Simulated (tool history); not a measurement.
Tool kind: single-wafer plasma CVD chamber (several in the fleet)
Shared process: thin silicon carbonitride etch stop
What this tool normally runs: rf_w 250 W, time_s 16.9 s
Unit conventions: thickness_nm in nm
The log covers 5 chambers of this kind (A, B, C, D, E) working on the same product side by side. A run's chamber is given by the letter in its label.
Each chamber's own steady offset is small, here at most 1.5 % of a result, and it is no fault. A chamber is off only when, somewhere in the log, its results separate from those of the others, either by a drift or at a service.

| run | hour | rf_w | time_s | hours since the last thermocouple change | hours since the last RF generator calibration | read-back reference wafer on the same gauge, thickness_nm | thickness_nm |
|---|---|---|---|---|---|---|---|
| 1E | 11.1 | 250 | 16.9 | 1056.7 | 627.1 | 10.299 | 10.3040 |
| 2D | 24.4 | 250 | 16.9 | 1476.7 | 413.1 | 10.295 | 10.1440 |
| 3B | 35.9 | 250 | 16.9 | 179.6 | 887.3 | 10.296 | 10.3450 |
| 4C | 46.7 | 250 | 16.9 | 794.5 | 801.1 | 10.294 | 10.3320 |
| 5A | 54.0 | 225 | 16.9 | 170.8 | 1410.2 | 10.294 | 9.8735 |
| 6A | 65.6 | 225 | 16.9 | 182.4 | 1421.8 | 10.291 | 9.8843 |
| 7D | 73.8 | 225 | 16.9 | 1526.1 | 462.5 | 10.289 | 9.8434 |
| 8E | 83.6 | 225 | 16.9 | 1129.2 | 699.6 | 10.288 | 9.9454 |
| 9C | 92.4 | 225 | 16.9 | 840.2 | 846.8 | 10.291 | 10.0020 |
| 10B | 104.9 | 250 | 16.9 | 248.6 | 956.3 | 10.287 | 10.3140 |
| 11C | 111.4 | 250 | 16.9 | 859.2 | 865.8 | 10.287 | 10.3070 |
| 12E | 125.5 | 250 | 16.9 | 1171.1 | 741.5 | 10.283 | 10.2910 |
| 13D | 136.3 | 250 | 16.9 | 1588.6 | 525.0 | 10.285 | 10.1670 |
| 14B | 145.4 | 250 | 16.9 | 289.1 | 996.8 | 10.285 | 10.3120 |
| 15A | 153.2 | 250 | 18.2 | 270.0 | 1509.4 | 10.282 | 10.9460 |
| 16D | 162.1 | 250 | 18.2 | 1614.4 | 550.8 | 10.281 | 10.9680 |
| 17B | 174.0 | 250 | 18.2 | 317.7 | 1025.4 | 10.281 | 11.0940 |
| 18E | 182.2 | 250 | 18.2 | 1227.8 | 798.2 | 10.279 | 11.0590 |
|  | 191.2 | chamber C: thermocouple changed; heater temperature recalibrated |
| 19C | 196.0 | 250 | 18.2 | 4.8 | 950.4 | 10.274 | 11.0950 |
|  | 204.9 | chamber B: RF generator calibrated |
| 20A | 207.6 | 250 | 16.9 | 324.4 | 1563.8 | 10.276 | 10.1780 |
| 21D | 219.7 | 250 | 16.9 | 1672.0 | 608.4 | 10.272 | 10.1700 |
| 22C | 230.7 | 250 | 16.9 | 39.5 | 985.1 | 10.272 | 10.3020 |
| 23E | 240.6 | 250 | 16.9 | 1286.2 | 856.6 | 10.275 | 10.2690 |
| 24B | 254.2 | 250 | 16.9 | 397.9 | 49.4 | 10.272 | 10.2980 |
| 25A | 263.0 | 270 | 18.7 | 379.8 | 1619.2 | 10.267 | 11.5230 |
| 26E | 276.6 | 270 | 18.7 | 1322.2 | 892.6 | 10.268 | 11.6270 |
| 27A | 286.1 | 270 | 18.7 | 402.9 | 1642.3 | 10.265 | 11.5210 |
| 28C | 300.4 | 270 | 18.7 | 109.2 | 1054.8 | 10.265 | 11.6450 |
| 29D | 310.8 | 270 | 18.7 | 1763.1 | 699.5 | 10.267 | 11.4760 |
| 30B | 319.1 | 250 | 16.9 | 462.8 | 114.3 | 10.260 | 10.2730 |
| 31B | 331.2 | 250 | 16.9 | 474.9 | 126.4 | 10.261 | 10.3020 |
| 32A | 345.2 | 250 | 16.9 | 462.0 | 1701.4 | 10.257 | 10.1540 |
| 33E | 356.7 | 250 | 16.9 | 1402.3 | 972.7 | 10.256 | 10.2470 |

Decide between three cases: one chamber stands off from its peers, the gauge reading all wafers drifts, or nothing is wrong past each chamber's small offset. Where a chamber is off, say which and what most likely put it there.

No chamber is off; the gauge reading every chamber's wafers drifts, which makes the whole fleet appear to move together.
Cause: gauge reads low (%) = 0.42.
